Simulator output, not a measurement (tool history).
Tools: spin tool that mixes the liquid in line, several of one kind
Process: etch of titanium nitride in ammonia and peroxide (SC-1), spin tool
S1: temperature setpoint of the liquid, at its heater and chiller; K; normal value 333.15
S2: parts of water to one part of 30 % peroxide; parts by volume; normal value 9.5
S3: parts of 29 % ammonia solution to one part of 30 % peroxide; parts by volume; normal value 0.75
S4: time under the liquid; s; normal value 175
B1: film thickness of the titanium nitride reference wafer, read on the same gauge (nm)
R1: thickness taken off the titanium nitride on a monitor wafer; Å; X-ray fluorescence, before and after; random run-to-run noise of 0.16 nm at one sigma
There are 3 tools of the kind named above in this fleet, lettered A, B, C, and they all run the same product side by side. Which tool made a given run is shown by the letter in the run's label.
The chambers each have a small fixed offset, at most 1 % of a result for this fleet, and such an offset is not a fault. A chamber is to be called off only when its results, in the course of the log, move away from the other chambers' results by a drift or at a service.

run,hour,S1,S2,S3,S4,B1,R1
1B,3.2,333.15,9.5,0.75,175,89.964,280.40
2C,7.9,333.15,9.5,0.75,175,90.008,278.36
3A,13.6,333.15,9.5,0.75,175,90.010,279.13
4C,19.0,333.15,9.5,0.75,175,89.990,277.13
5A,24.0,333.15,9.5,0.75,175,90.002,278.94
6B,26.7,333.15,9.5,0.75,175,89.983,277.48
7A,31.2,328.65,9.5,0.75,255,90.001,299.66
8B,35.8,328.65,9.5,0.75,255,90.023,299.97
9C,39.0,328.65,9.5,0.75,255,89.994,296.87
10C,42.9,325.65,9.5,0.75,175,90.000,166.61
11A,47.6,325.65,9.5,0.75,175,89.992,167.26
12B,52.2,325.65,9.5,0.75,175,90.015,168.73
13C,56.3,333.15,13.0,0.50,175,90.003,215.66
14B,61.4,333.15,13.0,0.50,175,90.030,222.00
15A,65.5,333.15,13.0,0.50,175,89.985,220.56
16B,68.9,333.15,9.5,0.75,175,90.018,279.42
17A,73.1,340.15,9.5,0.75,175,89.954,439.49
18C,76.1,340.15,9.5,0.75,175,90.035,432.31
19C,81.5,340.15,9.5,0.75,175,89.968,427.26
20A,84.7,333.15,9.5,0.75,175,89.996,274.98
21B,87.9,333.15,9.5,0.75,175,89.996,277.36
22A,93.3,333.15,9.5,0.75,175,90.014,275.62
23B,98.7,333.15,9.5,0.75,175,89.979,276.79
24C,103.5,333.15,9.5,0.75,175,90.012,268.24
25B,109.4,333.15,11.0,0.75,175,90.017,258.72
26A,112.2,333.15,11.0,0.75,175,89.990,256.75
# hour 112.5: chamber B: new drum of ammonia solution connected
27C,116.8,333.15,11.0,0.75,175,89.972,246.68
28C,121.4,333.15,9.5,1.05,90,89.975,144.42
29B,126.4,333.15,9.5,1.05,90,90.010,150.63
30A,130.4,333.15,9.5,1.05,90,89.978,149.92
31C,136.1,333.15,9.5,0.75,175,89.999,258.95

Next, all 3 chambers run the settings below, one line each with question marks for the results. What does each chamber give?
32A,140.4,333.15,9.5,0.60,175,,?
32B,140.4,333.15,9.5,0.60,175,,?
32C,140.4,333.15,9.5,0.60,175,,?

run,R1
32A,269.76
32B,272.47
32C,249.23
